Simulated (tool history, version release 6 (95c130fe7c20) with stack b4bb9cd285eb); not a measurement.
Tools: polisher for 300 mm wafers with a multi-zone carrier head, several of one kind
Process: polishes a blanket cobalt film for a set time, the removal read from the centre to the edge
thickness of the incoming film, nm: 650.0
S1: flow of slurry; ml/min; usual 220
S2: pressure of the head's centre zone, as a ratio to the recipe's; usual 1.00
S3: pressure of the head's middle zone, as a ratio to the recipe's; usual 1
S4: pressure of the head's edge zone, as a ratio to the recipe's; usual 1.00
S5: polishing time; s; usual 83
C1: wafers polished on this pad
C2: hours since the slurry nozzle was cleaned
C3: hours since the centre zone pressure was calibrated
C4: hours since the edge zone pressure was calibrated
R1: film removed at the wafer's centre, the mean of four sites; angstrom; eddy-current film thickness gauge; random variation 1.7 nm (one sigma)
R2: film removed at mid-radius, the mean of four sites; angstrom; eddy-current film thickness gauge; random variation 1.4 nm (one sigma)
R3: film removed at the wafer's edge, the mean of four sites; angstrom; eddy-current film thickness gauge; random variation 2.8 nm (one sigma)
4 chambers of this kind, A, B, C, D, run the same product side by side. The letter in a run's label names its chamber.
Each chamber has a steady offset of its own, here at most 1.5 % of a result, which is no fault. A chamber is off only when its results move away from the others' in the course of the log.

run   hour   S1    S2  S3    S4  S5    C1     C2      C3      C4      R1      R2      R3
 1A   15.2  220  1.00   1  1.00  83  1045   63.1   429.5   266.6  2063.1  2066.4  2089.0
      15.9  -- chamber C: centre zone pressure recalibrated
 2B   27.8  220  1.00   1  1.00  83   483  167.0   359.0   682.0  2084.8  2039.6  2116.2
      30.9  -- chamber A: worn pad replaced by a new one
 3D   43.3  220  1.00   1  1.00  83  1261  136.5  1191.1  1102.0  2065.6  2066.0  2012.6
 4C   53.5  220  1.00   1  1.00  83  1293  291.1    37.6    67.7  2087.2  2062.3  2074.9
      58.6  -- chamber C: worn pad replaced by a new one
      64.3  -- chamber C: slurry nozzle cleaned
 5C   67.2  220  1.00   1  1.00  83   108    2.9    51.3    81.4  2069.8  2047.8  2091.4
      69.7  -- chamber B: worn pad replaced by a new one
 6D   81.4  220  1.00   1  1.00  83  1738  174.6  1229.2  1140.1  2047.4  2031.9  2058.8
 7B   94.2  220  1.00   1  1.00  83   307  233.4   425.4   748.4  2113.7  2090.2  2078.8
 8A  104.2  220  1.00   1  1.00  83   917  152.1   518.5   355.6  2043.1  2090.3  2104.2
     117.9  -- chamber A: worn pad replaced by a new one
 9A  118.5  220  0.95   1  1.00  83     8  166.4   532.8   369.9  1942.2  2100.5  2056.0
10C  126.2  220  0.95   1  1.00  83   846   61.9   110.3   140.4  1982.3  2044.6  2084.8
11B  138.5  220  0.95   1  1.00  83   861  277.7   469.7   792.7  1946.8  2053.8  2065.5
12D  145.9  220  0.95   1  1.00  83  2545  239.1  1293.7  1204.6  1906.9  2006.6  2030.1
     148.7  -- chamber B: worn pad replaced by a new one
13A  158.8  220  1.00   1  1.00  83   512  206.7   573.1   410.2  2084.0  2081.2  2096.4
     163.9  -- chamber B: edge zone pressure recalibrated
     169.1  -- chamber C: worn pad replaced by a new one
14B  169.8  220  1.00   1  1.00  83   264  309.0   501.0     5.9  2098.5  2073.4  2060.0
15D  182.9  220  1.00   1  1.00  83  3008  276.1  1330.7  1241.6  2001.3  1969.1  1921.9
16C  190.7  220  1.00   1  1.00  83   270  126.4   174.8   204.9  2048.1  2056.0  2002.9
     198.2  -- chamber D: centre zone pressure recalibrated
17A  201.7  220  1.00   1  0.96  83  1048  249.6   616.0   453.1  2067.1  2078.2  2033.4
     204.8  -- chamber A: worn pad replaced by a new one
18C  210.9  220  1.00   1  0.96  83   523  146.6   195.0   225.1  2066.3  2033.3  2000.3
19B  221.6  220  1.00   1  0.96  83   912  360.8   552.8    57.7  2060.3  2058.6  2057.5
20D  228.4  220  1.00   1  0.96  83  3577  321.6    30.3  1287.1  1958.5  1961.1  1935.1
     235.5  -- chamber B: worn pad replaced by a new one
21A  242.3  220  1.00   1  1.00  83   469  290.2   656.6   493.7  2005.7  2089.4  2093.4
22C  252.0  220  1.00   1  1.00  83  1037  187.7   236.1   266.2  2068.5  2074.7  2118.0
23D  262.9  220  1.00   1  1.00  83  4008  356.1    64.8  1321.6  1944.2  1921.7  1905.0
24B  274.8  220  1.00   1  1.00  83   492  414.0   606.0   110.9  2056.5  2049.0  2097.1

Is one chamber off against the others, does the gauge drift, or is nothing wrong? If a chamber is off, say which, and what the likeliest cause is.

Chamber D drifts away from the others.
Cause: removal rate lost through wear of the pad, % = 7.1.
The log may not tell that from: slurry flow missing at the pad, %.

Here are 4 candidates for chamber D's next run, each the usual settings with a change, their results left as question marks. Which one brings its results back in line with what the others give on the usual settings?
In line means no further than this from the other chambers' mean on the usual settings: R1 60.0 angstrom; R2 49.0 angstrom; R3 100.0 angstrom
25D-1  286.0  220  0.99  1.00  1.01  95                   ?   ?   ?
25D-2  286.0  220  1.00  1.00  1.01  90                   ?   ?   ?
25D-3  286.0  220  1.01  1.01  0.98  72                   ?   ?   ?
25D-4  286.0  220  1.01  1.00  0.99  77                   ?   ?   ?

The other chambers' mean on the usual settings: R1 2066.3 angstrom; R2 2070.0 angstrom; R3 2077.8 angstrom
  run      R1      R2      R3
25D-1  2177.2  2197.1  2214.6
25D-2  2085.6  2081.3  2098.0
25D-3  1686.9  1680.3  1651.7
25D-4  1803.9  1780.6  1776.1
25D-2 brings the chamber back in line.

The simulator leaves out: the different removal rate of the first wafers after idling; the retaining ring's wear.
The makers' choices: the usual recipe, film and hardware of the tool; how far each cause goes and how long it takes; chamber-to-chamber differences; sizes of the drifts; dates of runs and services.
